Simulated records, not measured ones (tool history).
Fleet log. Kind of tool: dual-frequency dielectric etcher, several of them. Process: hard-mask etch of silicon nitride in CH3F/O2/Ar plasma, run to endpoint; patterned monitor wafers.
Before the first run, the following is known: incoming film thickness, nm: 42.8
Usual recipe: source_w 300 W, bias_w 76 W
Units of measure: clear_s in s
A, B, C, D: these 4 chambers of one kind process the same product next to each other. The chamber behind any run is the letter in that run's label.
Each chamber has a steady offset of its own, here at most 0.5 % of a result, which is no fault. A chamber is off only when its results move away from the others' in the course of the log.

run   hour  source_w  bias_w  clear_s
 1D    9.4       300      76   67.473
 2C   17.1       300      76   68.044
 3B   25.1       300      76   67.033
 4A   31.4       300      76   67.574
 5D   38.2       300      76   67.217
 6C   44.6       300      76   67.927
 7B     53       300      76   67.211
        62  -- chamber A: wet clean of the chamber
 8A   62.2       300      76   68.119
 9B   66.8       300      76   67.544
10D   75.2       300      76   67.501
11C   83.1       230      63   79.483
12A   91.3       230      63   79.891
13D   98.3       230      63   79.658
14C  105.1       230      63   79.578
15A  114.8       220      76   76.098
16B  123.9       220      76   75.712
17D  130.6       220      76   75.142
18C  136.9       220      76   75.883
19A  142.3       300      76   67.295
20B  148.4       370      83   60.979
21B  158.8       370      83    61.18
22D  166.6       370      83   60.392
23A  175.6       370      83   60.597
24C  180.7       300      76   67.392
     185.6  -- chamber A: bias power generator calibrated
25D  189.8       300      76   67.157
26A  196.9       300      61   72.878
27B  205.5       300      61   74.105
28C  210.2       300      61   73.152
29C  217.7       300      61   72.725
30B  224.2       300      76    68.61
31A  231.3       300      76   67.358
32D  239.7       300      76   67.932
33D  249.5       300      76   67.371
       251  -- chamber C: wet clean of the chamber
34A  255.1       300      76   67.817
35B  262.5       300      76   69.656
36C  268.7       300      76    67.79
37A  278.7       300      76    67.01
38D  284.1       370      91    58.37
39C  293.6       370      91   58.557
40B  299.7       370      91   61.412
41A  309.3       370      91   58.471
42D  318.1       300      76   67.325
43B  324.7       300      76   70.986

One chamber off, gauge drift, or nothing amiss beyond the chambers' own small offsets? If it is a chamber, which one, and what is the likeliest cause?

Little by little, chamber B moves away from the other chambers.
Likeliest cause: etch rate under this chamber's usual, % = 5.03.

Below are 4 candidate recipes for chamber B's next run, each the usual settings with a change, their results shown as question marks. Which of them brings B's results back in line with what the other chambers give on the usual settings?
In-line tolerance around the mean of the other chambers on the usual settings: clear_s 1.1 s
44B-1  332.2       300      86        ?
44B-2  332.2       270      76        ?
44B-3  332.2       300      60        ?
44B-4  332.2       340      84        ?

Mean of the other chambers on the usual settings: clear_s 67.695 s
  run  clear_s
44B-1   67.688
44B-2   73.609
44B-3   76.762
44B-4   65.142
44B-1 puts the chamber back in line with the other chambers.

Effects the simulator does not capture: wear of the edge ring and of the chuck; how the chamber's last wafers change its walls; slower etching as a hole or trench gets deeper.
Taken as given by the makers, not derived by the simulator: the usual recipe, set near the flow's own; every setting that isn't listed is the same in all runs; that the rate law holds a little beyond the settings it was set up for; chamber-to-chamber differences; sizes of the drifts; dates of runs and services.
